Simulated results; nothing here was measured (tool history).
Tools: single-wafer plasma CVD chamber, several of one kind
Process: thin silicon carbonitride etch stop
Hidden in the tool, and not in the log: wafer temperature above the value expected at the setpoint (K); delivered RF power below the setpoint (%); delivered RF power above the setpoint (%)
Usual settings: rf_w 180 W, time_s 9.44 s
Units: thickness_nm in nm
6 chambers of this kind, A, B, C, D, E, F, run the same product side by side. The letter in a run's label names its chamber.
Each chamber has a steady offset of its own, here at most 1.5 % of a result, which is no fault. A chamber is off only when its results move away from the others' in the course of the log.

run,hour,rf_w,time_s,hours since the last thermocouple change,hours since the last RF generator calibration,"read-back reference wafer on the same gauge, thickness_nm",thickness_nm
1F,8.7,180,9.44,312.7,613.2,4.2098,5.2022
2A,15.2,180,9.44,1231.9,655.4,4.2125,5.2
3D,24.5,180,9.44,1117,379.8,4.2099,5.2298
4E,30.2,180,9.44,568.4,903.9,4.2098,5.2232
5C,39.7,180,9.44,1277.8,607,4.2085,5.2789
6B,47.1,180,9.44,352.1,1297.4,4.2096,5.1524
# hour 51.8: chamber D: thermocouple changed; heater temperature recalibrated
7E,53.6,180,9.44,591.8,927.3,4.2102,5.2159
8A,61.3,180,9.44,1278,701.5,4.2094,5.1939
9C,67.8,180,9.44,1305.9,635.1,4.2131,5.2614
10F,76.5,180,9.44,380.5,681,4.2095,5.189
11D,84.1,180,9.44,32.3,439.4,4.206,5.2276
12B,90.3,180,9.44,395.3,1340.6,4.2095,5.1688
13E,97.1,165,11.08,635.3,970.8,4.2116,5.9842
14D,102.1,165,11.08,50.3,457.4,4.2092,5.9629
15B,108,165,11.08,413,1358.3,4.2095,5.9252
16C,116.5,165,11.08,1354.6,683.8,4.21,6.0413
17F,121.2,165,11.08,425.2,725.7,4.2124,5.9166
18A,129.6,165,11.08,1346.3,769.8,4.2075,5.9222
19B,136.5,180,9.44,441.5,1386.8,4.2101,5.1863
20C,141,180,9.44,1379.1,708.3,4.2099,5.2583
21E,146.9,180,9.44,685.1,1020.6,4.2095,5.2321
22F,153.5,180,9.44,457.5,758,4.2101,5.158
23D,162.8,180,9.44,111,518.1,4.2095,5.203
24A,167.7,180,9.44,1384.4,807.9,4.2088,5.1605
25C,174.3,195,10.41,1412.4,741.6,4.2108,5.9391
26B,178.5,195,10.41,483.5,1428.8,4.2108,5.8351
27F,185.3,195,10.41,489.3,789.8,4.2111,5.8447
28A,192.8,195,10.41,1409.5,833,4.2105,5.7881
29E,200.2,195,10.41,738.4,1073.9,4.2102,5.9102
30D,208.4,195,10.41,156.6,563.7,4.2083,5.9009
31E,216,180,9.44,754.2,1089.7,4.2104,5.2168
32F,222.3,180,9.44,526.3,826.8,4.2095,5.177
33A,229.6,180,9.44,1446.3,869.8,4.2102,5.1299
34C,235.3,180,9.44,1473.4,802.6,4.2105,5.2968
35B,240.5,180,9.44,545.5,1490.8,4.2082,5.1744
36D,247.8,180,9.44,196,603.1,4.2122,5.2107
37F,252.6,180,9.44,556.6,857.1,4.2116,5.1803
38B,257,180,9.44,562,1507.3,4.209,5.1762
39D,263,180,9.44,211.2,618.3,4.2095,5.196

Next, every chamber runs the same settings. What will each give?
40A,269.8,195,9.44,,,,?
40B,269.8,195,9.44,,,,?
40C,269.8,195,9.44,,,,?
40D,269.8,195,9.44,,,,?
40E,269.8,195,9.44,,,,?
40F,269.8,195,9.44,,,,?

run,thickness_nm
40A,5.2344
40B,5.2948
40C,5.4208
40D,5.3501
40E,5.3601
40F,5.3152
